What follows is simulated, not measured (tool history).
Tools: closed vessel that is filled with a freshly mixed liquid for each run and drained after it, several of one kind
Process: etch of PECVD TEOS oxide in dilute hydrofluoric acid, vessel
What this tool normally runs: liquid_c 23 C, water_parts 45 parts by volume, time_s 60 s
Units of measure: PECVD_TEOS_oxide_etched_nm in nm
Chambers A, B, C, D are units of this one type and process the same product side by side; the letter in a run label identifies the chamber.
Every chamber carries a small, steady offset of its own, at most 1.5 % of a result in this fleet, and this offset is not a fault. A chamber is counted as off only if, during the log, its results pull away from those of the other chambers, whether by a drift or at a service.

run,hour,liquid_c,water_parts,time_s,"read-back film thickness of the PECVD TEOS oxide reference wafer, read on the same gauge (nm)",PECVD_TEOS_oxide_etched_nm
1C,4.5,23,45,60,59.98,33.236
2A,9.9,23,45,60,59.997,32.305
3D,15.3,23,45,60,59.992,33.116
4B,21.7,23,45,60,60.009,33.821
5C,28.4,23,45,60,59.991,32.889
6D,36,23,45,60,60.003,33.029
7B,44,23,45,60,59.983,33.167
8A,52.8,23,45,60,59.99,32.348
9D,58.7,23,45,60,60.004,33.324
10A,67.1,23,45,60,59.992,32.541
11C,73,23,45,60,60.009,32.875
# hour 74.4: chamber C: hydrofluoric acid flow meter replaced
12B,80.9,23,45,60,59.996,32.778
# hour 86.3: chamber B: thermometer replaced
13C,87.4,23,45,60,59.999,33.256
14B,95.4,23,45,60,60.006,33.201
15A,103,23,45,60,59.991,32.302
16D,111.8,23,45,60,59.991,32.009
17B,119.5,23,45,60,59.997,33.457
18D,126.2,23,45,60,60.023,31.771
19A,135.4,23,45,60,59.993,32.221
20C,144.2,23,45,60,60,32.719
21D,149.9,23,45,60,59.996,31.092
22B,157.3,23,45,60,59.991,33.421
23C,166.3,23,45,60,60.009,32.935
24A,174.7,23,45,60,60.001,32.041
25B,180.5,23,45,60,60.005,33.082
26D,185.9,23,45,60,59.991,29.891
27C,191.8,23,45,60,59.991,33.347
28A,196,23,50,75,60.003,36.083
29B,203.1,23,50,75,59.987,37.463
30A,208.2,23,50,75,60.018,36.289
31C,213.3,23,50,75,59.997,36.491

Is one chamber out of step, is the gauge drifting, or do the chambers differ by no more than their own small offsets? For an off chamber, give its letter and the likeliest cause.

Little by little, chamber D moves away from the other chambers.
Cause: hydrofluoric acid flow below the setpoint (%) = 10.5.
Not necessarily distinguishable in this log from: liquid colder than its thermometer reads (K).

Which of the 4 candidates below, each the usual settings with something changed and its results left as question marks, puts chamber D back in line with what the other chambers give on the usual settings?
To be in line, a result may differ from the other chambers' mean on the usual settings by at most: PECVD_TEOS_oxide_etched_nm 1.1 nm
32D-1,219.9,21.5,45,60,,?
32D-2,219.9,20.5,45,60,,?
32D-3,219.9,24.5,45,60,,?
32D-4,219.9,23.5,45,65,,?

The mean the other chambers reach with the usual settings: PECVD_TEOS_oxide_etched_nm 32.944 nm
run,PECVD_TEOS_oxide_etched_nm
32D-1,27.643
32D-2,26.502
32D-3,31.308
32D-4,32.549
The right change is 32D-4: it brings the chamber back within the allowed miss of the others.
